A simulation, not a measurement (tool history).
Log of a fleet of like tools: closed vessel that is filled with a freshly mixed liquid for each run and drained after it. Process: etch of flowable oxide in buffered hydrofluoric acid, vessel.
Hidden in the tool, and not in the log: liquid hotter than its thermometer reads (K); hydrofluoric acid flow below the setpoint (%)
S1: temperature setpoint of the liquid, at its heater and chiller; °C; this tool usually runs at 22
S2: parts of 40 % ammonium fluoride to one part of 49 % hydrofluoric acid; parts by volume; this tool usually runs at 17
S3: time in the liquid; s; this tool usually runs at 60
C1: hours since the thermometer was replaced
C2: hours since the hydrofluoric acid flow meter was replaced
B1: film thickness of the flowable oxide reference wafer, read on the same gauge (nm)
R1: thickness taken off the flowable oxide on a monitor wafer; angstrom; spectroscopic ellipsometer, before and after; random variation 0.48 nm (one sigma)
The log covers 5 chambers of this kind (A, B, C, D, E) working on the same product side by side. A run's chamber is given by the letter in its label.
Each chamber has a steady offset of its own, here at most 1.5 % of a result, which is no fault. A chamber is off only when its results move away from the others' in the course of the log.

run	day	S1	S2	S3	C1	C2	B1	R1
1E	0.125	22	17	60	1531.9	338.6	59.982	667.27
2B	0.279	22	17	60	495.9	676.2	59.999	684.04
3A	0.567	22	17	60	593	935.6	60.019	674.99
4D	0.721	22	17	60	113.9	259.9	60.012	668.68
# day 0.75: chamber B: hydrofluoric acid flow meter replaced
5C	0.992	22	17	60	1881.5	282.5	60.006	666.68
6C	1.242	22	17	60	1887.5	288.5	59.985	677.28
7A	1.475	22	17	60	614.8	957.4	60	669.97
8E	1.662	22	17	60	1568.8	375.5	60.009	658.22
9B	1.892	22	17	60	534.6	27.5	59.964	682.05
10D	2.062	26.5	17	80	146.1	292.1	59.985	1136.4
11B	2.283	26.5	17	80	544	36.9	59.977	1159.4
12E	2.5	26.5	17	80	1588.9	395.6	60.017	1113.8
13C	2.638	26.5	17	80	1921	322	60.028	1130.5
14A	2.788	26.5	17	80	646.3	988.9	59.968	1150.8
15D	3.008	22	22	60	168.8	314.8	60.015	523.43
16E	3.238	22	22	60	1606.6	413.3	59.974	528.09
17D	3.446	22	22	60	179.3	325.3	59.97	528.22
18A	3.675	22	22	60	667.6	1010.2	59.983	534.01
19C	3.942	22	22	60	1952.3	353.3	59.98	530.44
20B	4.079	22	20.5	60	587.1	80	60.008	566.93
21C	4.229	22	20.5	60	1959.2	360.2	60.033	566.32
22B	4.504	22	20.5	60	597.3	90.2	59.998	563.39
23E	4.762	22	20.5	60	1643.2	449.9	60.012	559.22
24A	4.954	22	20.5	60	698.3	1040.9	59.997	566.23
25D	5.088	22	17	60	218.7	364.7	59.974	640.14
26D	5.296	22	17	60	223.7	369.7	59.991	632.57
27C	5.533	22	17	60	1990.5	391.5	60.002	677.11
28A	5.692	22	17	60	716	1058.6	59.987	675.58
29B	5.95	22	17	60	632	124.9	59.962	678.74
30E	6.104	22	17	60	1675.4	482.1	60.017	661.03
31A	6.242	22	17	60	729.2	1071.8	60.028	685.02
32B	6.433	22	17	60	643.6	136.5	59.998	673.89
33D	6.588	22	17	60	254.7	400.7	59.983	619.74
34E	6.85	22	17	60	1693.3	500	60.038	665.85
35C	6.983	22	17	40	2025.3	426.3	59.98	451.47
36A	7.179	22	17	40	751.7	1094.3	59.994	452.92
37E	7.325	22	17	40	1704.7	511.4	60.033	439.01
38C	7.533	22	17	40	2038.5	439.5	59.981	451.49
39D	7.758	22	17	40	282.8	428.8	60.025	409.74
40B	7.9	22	17	60	678.8	171.7	60.035	682.93

Predict what each chamber gives when all 5 of them run the settings below next.
41A	8.108	25.5	17	60				?
41B	8.108	25.5	17	60				?
41C	8.108	25.5	17	60				?
41D	8.108	25.5	17	60				?
41E	8.108	25.5	17	60				?

run	R1
41A	828.18
41B	821.57
41C	827.03
41D	744.04
41E	803.24

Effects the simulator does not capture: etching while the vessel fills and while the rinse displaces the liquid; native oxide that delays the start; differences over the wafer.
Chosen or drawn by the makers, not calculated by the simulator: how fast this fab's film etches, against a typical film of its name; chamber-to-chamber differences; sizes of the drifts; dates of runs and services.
